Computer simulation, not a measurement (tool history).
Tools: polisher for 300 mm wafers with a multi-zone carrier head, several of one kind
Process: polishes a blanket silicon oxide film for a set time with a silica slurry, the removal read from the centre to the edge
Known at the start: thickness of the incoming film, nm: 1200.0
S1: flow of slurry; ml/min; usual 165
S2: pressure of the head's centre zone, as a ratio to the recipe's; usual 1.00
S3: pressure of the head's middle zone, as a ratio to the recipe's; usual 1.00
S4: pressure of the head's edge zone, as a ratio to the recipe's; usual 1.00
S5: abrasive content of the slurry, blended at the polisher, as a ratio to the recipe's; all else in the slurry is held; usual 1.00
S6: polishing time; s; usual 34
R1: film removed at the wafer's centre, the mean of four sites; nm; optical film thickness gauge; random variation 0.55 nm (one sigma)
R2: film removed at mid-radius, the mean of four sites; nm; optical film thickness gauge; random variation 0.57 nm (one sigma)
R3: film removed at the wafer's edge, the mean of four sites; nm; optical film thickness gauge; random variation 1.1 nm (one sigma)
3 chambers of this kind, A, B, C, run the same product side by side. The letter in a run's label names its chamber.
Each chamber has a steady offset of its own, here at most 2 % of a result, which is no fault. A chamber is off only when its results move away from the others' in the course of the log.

run   hour   S1    S2    S3    S4    S5  S6      R1      R2      R3
       8.8  -- chamber B: worn pad replaced by a new one
 1A    9.2  165  1.00  1.00  1.00  1.00  34  88.234  87.719  88.620
 2B   17.5  165  1.00  1.00  1.00  1.00  34  87.348  88.741  87.572
 3C   24.7  165  1.00  1.00  1.00  1.00  34  89.463  89.992  89.507
 4B   33.9  165  1.00  1.00  1.00  1.00  34  88.471  88.386  86.731
 5C   44.9  165  1.00  1.00  1.00  1.00  34  88.585  89.784  88.127
      50.7  -- chamber A: slurry nozzle cleaned
 6A   56.4  165  1.00  1.00  1.00  1.00  34  87.227  88.345  90.301
      57.2  -- chamber A: worn pad replaced by a new one
      59.1  -- chamber C: worn pad replaced by a new one
 7B   68.5  165  1.00  1.00  1.00  1.00  34  87.557  88.952  87.534
 8C   78.0  165  1.00  1.00  1.00  1.00  34  87.987  90.041  86.363
      81.9  -- chamber B: worn pad replaced by a new one
 9A   92.5  165  1.00  1.00  1.00  1.00  34  87.610  88.869  87.511
10C  102.8  165  1.00  1.00  1.00  1.00  34  88.208  89.802  87.422
     107.3  -- chamber B: centre zone pressure recalibrated
11B  110.1  165  1.00  1.00  1.00  1.00  34  88.809  88.573  88.373
12A  120.2  165  1.00  1.00  1.00  1.00  34  87.788  87.504  86.126
     131.5  -- chamber C: centre zone pressure recalibrated
     131.8  -- chamber A: worn pad replaced by a new one
13A  132.0  165  1.00  1.00  1.00  1.00  34  88.127  88.269  87.512
     133.6  -- chamber C: edge zone pressure recalibrated
     137.8  -- chamber C: worn pad replaced by a new one
     140.1  -- chamber B: worn pad replaced by a new one
14B  143.5  165  1.00  1.00  1.00  1.00  34  87.413  89.371  88.691
15C  156.3  165  1.00  1.00  1.00  1.00  34  88.313  89.781  88.915
16C  169.7  165  1.00  1.00  1.00  1.00  34  88.983  89.413  88.525
17A  178.9  165  1.00  1.00  1.00  1.00  34  87.710  87.423  87.540
18B  189.1  135  1.00  1.09  1.00  1.00  34  84.570  93.052  85.971
19A  196.8  135  1.00  1.09  1.00  1.00  34  84.380  91.976  83.718
     204.5  -- chamber A: worn pad replaced by a new one
20B  211.7  135  1.00  1.09  1.00  1.00  34  83.536  92.721  87.136
     213.5  -- chamber C: worn pad replaced by a new one
     216.1  -- chamber B: worn pad replaced by a new one
21C  220.7  165  1.00  1.00  1.00  1.00  34  88.573  89.309  87.491
22B  234.3  165  1.00  1.07  1.00  1.00  34  89.035  93.574  87.126
23A  248.2  165  1.00  1.07  1.00  1.00  34  87.546  94.297  87.950
24C  256.5  165  1.00  1.07  1.00  1.00  34  89.346  94.576  87.580
     258.3  -- chamber A: slurry nozzle cleaned
25B  266.7  165  1.00  1.00  1.00  0.75  34  76.729  77.050  76.658
     270.9  -- chamber B: slurry nozzle cleaned
     275.0  -- chamber B: worn pad replaced by a new one
26C  276.4  165  1.00  1.00  1.00  0.75  34  76.536  78.276  76.149
     280.0  -- chamber C: worn pad replaced by a new one
     280.5  -- chamber A: worn pad replaced by a new one
27A  292.1  165  1.00  1.00  1.00  0.75  34  76.793  76.694  75.586
28C  302.6  165  1.00  1.00  1.00  1.00  34  88.074  90.640  87.616
29A  311.4  165  1.00  1.00  1.00  1.00  34  87.775  88.811  89.329
30B  320.7  165  1.00  1.00  1.04  1.00  34  87.565  90.228  90.080
31A  332.3  165  1.00  1.00  1.04  1.00  34  87.239  89.207  89.747
32C  341.7  165  1.00  1.00  1.04  1.00  34  87.704  88.814  91.770

All 3 chambers run these settings next. Forecast each chamber's results:
33A  353.2  165  1.12  1.00  1.00  1.00  34   ?   ?   ?
33B  353.2  165  1.12  1.00  1.00  1.00  34   ?   ?   ?
33C  353.2  165  1.12  1.00  1.00  1.00  34   ?   ?   ?

run       R1      R2      R3
33A   99.617  88.494  88.009
33B   99.580  89.651  86.462
33C  100.490  89.576  87.627
